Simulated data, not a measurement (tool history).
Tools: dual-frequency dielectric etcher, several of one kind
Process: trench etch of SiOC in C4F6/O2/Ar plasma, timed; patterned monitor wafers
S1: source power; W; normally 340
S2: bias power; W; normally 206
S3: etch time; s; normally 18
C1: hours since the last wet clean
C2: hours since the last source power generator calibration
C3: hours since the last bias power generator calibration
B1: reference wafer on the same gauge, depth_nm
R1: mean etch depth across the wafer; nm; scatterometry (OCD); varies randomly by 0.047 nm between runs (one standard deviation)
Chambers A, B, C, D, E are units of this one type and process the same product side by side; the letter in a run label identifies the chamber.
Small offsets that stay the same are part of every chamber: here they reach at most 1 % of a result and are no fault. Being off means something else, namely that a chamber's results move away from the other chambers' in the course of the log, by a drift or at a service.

| run | hour | S1 | S2 | S3 | C1 | C2 | C3 | B1 | R1 |
|---|---|---|---|---|---|---|---|---|---|
| 1D | 7.9 | 340 | 206 | 18 | 421.3 | 2152.3 | 657.4 | 39.597 | 36.851 |
| 2E | 16.2 | 340 | 206 | 18 | 290.7 | 2630.2 | 432.8 | 39.584 | 36.521 |
| 3C | 23.6 | 340 | 206 | 18 | 163.8 | 1853.8 | 2785.6 | 39.59 | 36.509 |
| 4B | 30.1 | 340 | 206 | 18 | 459.9 | 1371.6 | 2647.1 | 39.59 | 36.613 |
| 5A | 37.7 | 340 | 206 | 18 | 167.2 | 1768.1 | 3401.5 | 39.561 | 36.789 |
| 6D | 45.8 | 300 | 206 | 20.5 | 459.2 | 2190.2 | 695.3 | 39.563 | 39.946 |
| 7E | 49.7 | 300 | 206 | 20.5 | 324.2 | 2663.7 | 466.3 | 39.553 | 39.648 |
| 8A | 57.4 | 300 | 206 | 20.5 | 186.9 | 1787.8 | 3421.2 | 39.57 | 39.977 |
| 9B | 61.8 | 300 | 206 | 20.5 | 491.6 | 1403.3 | 2678.8 | 39.556 | 39.676 |
|  | 66.8 | chamber D: wet clean of the chamber |
| 10C | 67.1 | 300 | 206 | 20.5 | 207.3 | 1897.3 | 2829.1 | 39.536 | 39.615 |
| 11B | 74.2 | 340 | 206 | 18 | 504 | 1415.7 | 2691.2 | 39.528 | 36.599 |
|  | 77.6 | chamber C: source power generator calibrated |
| 12E | 78.6 | 340 | 206 | 18 | 353.1 | 2692.6 | 495.2 | 39.535 | 36.421 |
| 13D | 86.3 | 340 | 206 | 18 | 19.6 | 2230.7 | 735.8 | 39.548 | 36.721 |
| 14A | 91 | 340 | 206 | 18 | 220.5 | 1821.4 | 3454.8 | 39.547 | 36.854 |
| 15C | 95.7 | 340 | 206 | 18 | 235.9 | 18.2 | 2857.7 | 39.521 | 36.455 |
| 16A | 101.7 | 340 | 183 | 18 | 231.2 | 1832.1 | 3465.5 | 39.524 | 35.428 |
| 17C | 106.8 | 340 | 183 | 18 | 247 | 29.3 | 2868.8 | 39.524 | 35.153 |
| 18D | 111.1 | 340 | 183 | 18 | 44.4 | 2255.5 | 760.6 | 39.513 | 35.382 |
| 19B | 116.5 | 340 | 183 | 18 | 546.3 | 1458 | 2733.5 | 39.512 | 35.141 |
|  | 120.7 | chamber E: wet clean of the chamber |
| 20E | 123.8 | 340 | 183 | 18 | 3.2 | 2737.8 | 540.4 | 39.498 | 35.155 |
| 21D | 129.2 | 340 | 206 | 18 | 62.5 | 2273.6 | 778.7 | 39.492 | 36.755 |
| 22A | 138.1 | 340 | 206 | 18 | 267.6 | 1868.5 | 3501.9 | 39.489 | 36.747 |
| 23E | 145.2 | 340 | 206 | 18 | 24.6 | 2759.2 | 561.8 | 39.493 | 36.489 |
| 24B | 150 | 340 | 206 | 18 | 579.8 | 1491.5 | 2767 | 39.494 | 36.449 |
| 25C | 157.2 | 340 | 206 | 18 | 297.4 | 79.7 | 2919.2 | 39.482 | 36.48 |
| 26E | 162.1 | 340 | 206 | 18 | 41.5 | 2776.1 | 578.7 | 39.487 | 36.411 |
| 27A | 170.1 | 340 | 206 | 18 | 299.6 | 1900.5 | 3533.9 | 39.463 | 36.81 |
| 28C | 175.7 | 340 | 206 | 18 | 315.9 | 98.2 | 2937.7 | 39.467 | 36.407 |
| 29D | 180.8 | 340 | 206 | 18 | 114.1 | 2325.2 | 830.3 | 39.464 | 36.731 |
| 30B | 189 | 340 | 206 | 18 | 618.8 | 1530.5 | 2806 | 39.457 | 36.443 |
| 31B | 196.9 | 340 | 206 | 18 | 626.7 | 1538.4 | 2813.9 | 39.453 | 36.432 |
| 32E | 202.2 | 340 | 206 | 18 | 81.6 | 2816.2 | 618.8 | 39.441 | 36.444 |
| 33A | 209.3 | 340 | 180 | 18 | 338.8 | 1939.7 | 3573.1 | 39.443 | 35.181 |
| 34C | 217.9 | 340 | 180 | 18 | 358.1 | 140.4 | 2979.9 | 39.438 | 34.886 |
|  | 220.7 | chamber C: wet clean of the chamber |
|  | 224.2 | chamber B: wet clean of the chamber |
| 35D | 226.2 | 340 | 180 | 18 | 159.5 | 2370.6 | 875.7 | 39.423 | 35.028 |
| 36A | 232.3 | 340 | 180 | 18 | 361.8 | 1962.7 | 3596.1 | 39.411 | 35.129 |
| 37D | 237.8 | 340 | 180 | 18 | 171.1 | 2382.2 | 887.3 | 39.413 | 35.128 |
| 38B | 242.4 | 300 | 162 | 18 | 18.3 | 1583.9 | 2859.4 | 39.411 | 32.159 |
| 39E | 248.9 | 300 | 162 | 18 | 128.3 | 2862.9 | 665.5 | 39.412 | 32.022 |
| 40C | 257.8 | 300 | 162 | 18 | 37.1 | 180.3 | 3019.8 | 39.402 | 32.149 |
| 41A | 264.6 | 300 | 162 | 18 | 394.1 | 1995 | 3628.4 | 39.392 | 32.48 |

Has any chamber moved away from the others, gradually or after a service, or does the common gauge drift, or do the chambers differ only by their own small steady offsets? State the chamber and the most likely cause if one applies.

None of the chambers is off. What moves is the gauge, dragging all their readings along together.
What lies behind it: gauge reads low (%) = 0.528.
